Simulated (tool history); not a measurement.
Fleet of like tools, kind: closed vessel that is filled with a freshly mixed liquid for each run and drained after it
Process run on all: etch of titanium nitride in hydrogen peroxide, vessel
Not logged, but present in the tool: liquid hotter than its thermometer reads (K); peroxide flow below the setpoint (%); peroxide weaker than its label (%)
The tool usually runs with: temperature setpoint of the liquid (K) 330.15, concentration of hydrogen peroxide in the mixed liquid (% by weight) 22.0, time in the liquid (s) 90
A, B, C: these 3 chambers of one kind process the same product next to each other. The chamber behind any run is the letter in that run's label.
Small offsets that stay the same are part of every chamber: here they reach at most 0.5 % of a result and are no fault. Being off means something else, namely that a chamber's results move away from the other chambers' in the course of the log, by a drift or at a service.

run	hour	temperature setpoint of the liquid (K)	concentration of hydrogen peroxide in the mixed liquid (% by weight)	time in the liquid (s)	hours since the thermometer was replaced	hours since the peroxide flow meter was replaced	hours since the drum of peroxide was connected	read-back film thickness of the titanium nitride reference wafer, read on the same gauge (nm)	thickness taken off the titanium nitride on a monitor wafer (nm)
1A	10.3	330.15	22.0	90	1508.0	1194.2	945.1	29.995	10.0180
2C	20.6	330.15	22.0	90	1165.3	768.9	47.1	29.979	10.0870
# hour 21.0: chamber A: new drum of peroxide connected
3B	29.0	330.15	22.0	90	644.0	362.4	29.1	30.037	10.0640
4C	39.5	330.15	22.0	90	1184.2	787.8	66.0	29.984	10.0740
5A	49.0	330.15	22.0	90	1546.7	1232.9	28.1	29.987	10.0060
6B	57.3	326.65	22.0	50	672.3	390.7	57.4	29.974	4.3926
7B	65.8	326.65	22.0	50	680.8	399.2	65.9	30.016	4.3467
8A	74.1	326.65	22.0	50	1571.8	1258.0	53.2	30.015	4.3791
9C	82.3	330.15	22.0	90	1227.0	830.6	108.8	30.037	10.0720
10A	91.5	330.15	22.0	90	1589.2	1275.4	70.6	29.998	10.1840
11C	101.9	330.15	22.0	90	1246.6	850.2	128.4	30.013	10.0940
12B	111.0	330.15	22.0	90	726.0	444.4	111.1	30.035	9.9747
13A	121.8	330.15	22.0	90	1619.5	1305.7	100.9	29.992	10.2030
14C	130.3	330.15	17.5	65	1275.0	878.6	156.8	30.020	6.9462
15B	135.4	330.15	17.5	65	750.4	468.8	135.5	29.986	6.9047
16B	146.0	330.15	17.5	65	761.0	479.4	146.1	29.951	6.8925
17C	154.3	330.15	22.0	90	1299.0	902.6	180.8	30.020	10.0630
18A	161.7	330.15	22.0	90	1659.4	1345.6	140.8	30.028	10.2950
19C	169.3	330.15	22.0	90	1314.0	917.6	195.8	30.025	10.1420
20A	176.4	330.15	22.0	90	1674.1	1360.3	155.5	29.993	10.3070
21B	182.5	330.15	22.0	90	797.5	515.9	182.6	30.005	9.9805
22B	187.7	330.15	22.0	90	802.7	521.1	187.8	29.990	10.0630
23C	197.0	330.15	22.0	90	1341.7	945.3	223.5	30.017	10.0530
24A	208.1	330.15	22.0	90	1705.8	1392.0	187.2	30.023	10.4660
25C	219.2	330.15	22.0	90	1363.9	967.5	245.7	30.042	10.1180
26B	226.8	330.15	22.0	90	841.8	560.2	226.9	30.002	9.9751
27A	232.7	330.15	22.0	90	1730.4	1416.6	211.8	29.999	10.4380
28A	240.0	330.15	22.0	90	1737.7	1423.9	219.1	29.988	10.3670
29C	247.8	330.15	22.0	90	1392.5	996.1	274.3	29.986	9.9772
30B	256.2	330.15	22.0	90	871.2	589.6	256.3	30.034	9.9903
# hour 258.1: chamber A: peroxide flow meter replaced
31C	264.5	330.15	22.0	90	1409.2	1012.8	291.0	30.019	10.0790
32A	273.3	330.15	22.0	90	1771.0	15.2	252.4	30.015	10.5820
33B	281.1	330.15	18.0	90	896.1	614.5	281.2	29.968	9.6026
34B	291.5	330.15	18.0	90	906.5	624.9	291.6	29.987	9.6331
35C	298.2	330.15	18.0	90	1442.9	1046.5	324.7	30.024	9.6615
36A	304.4	330.15	22.0	90	1802.1	46.3	283.5	29.990	10.5770
37C	310.4	330.15	22.0	90	1455.1	1058.7	336.9	29.944	10.0990
38A	316.7	330.15	22.0	90	1814.4	58.6	295.8	30.069	10.5130

Has any chamber moved away from the others, gradually or after a service, or does the common gauge drift, or do the chambers differ only by their own small steady offsets? State the chamber and the most likely cause if one applies.

One chamber, A, drifts off from the rest bit by bit.
Likeliest cause: liquid hotter than its thermometer reads (K) = 0.805.

Chamber A could run next with any of the 4 candidate recipes listed below; each alters the usual settings, and their results appear as question marks. Which one brings its results back in line with what the other chambers deliver on the usual settings?
In line means no further than this from the other chambers' mean on the usual settings: thickness taken off the titanium nitride on a monitor wafer (nm) 0.1700
39A-1	324.7	330.15	24.0	90					?
39A-2	324.7	330.15	22.0	95					?
39A-3	324.7	330.15	22.0	85					?
39A-4	324.7	330.15	20.0	90					?

Usual-settings mean across the other chambers: thickness taken off the titanium nitride on a monitor wafer (nm) 10.0350
run	thickness taken off the titanium nitride on a monitor wafer (nm)
39A-1	10.8240
39A-2	11.2140
39A-3	10.0340
39A-4	10.4100
The right change is 39A-3: it brings the chamber back within the allowed miss of the others.

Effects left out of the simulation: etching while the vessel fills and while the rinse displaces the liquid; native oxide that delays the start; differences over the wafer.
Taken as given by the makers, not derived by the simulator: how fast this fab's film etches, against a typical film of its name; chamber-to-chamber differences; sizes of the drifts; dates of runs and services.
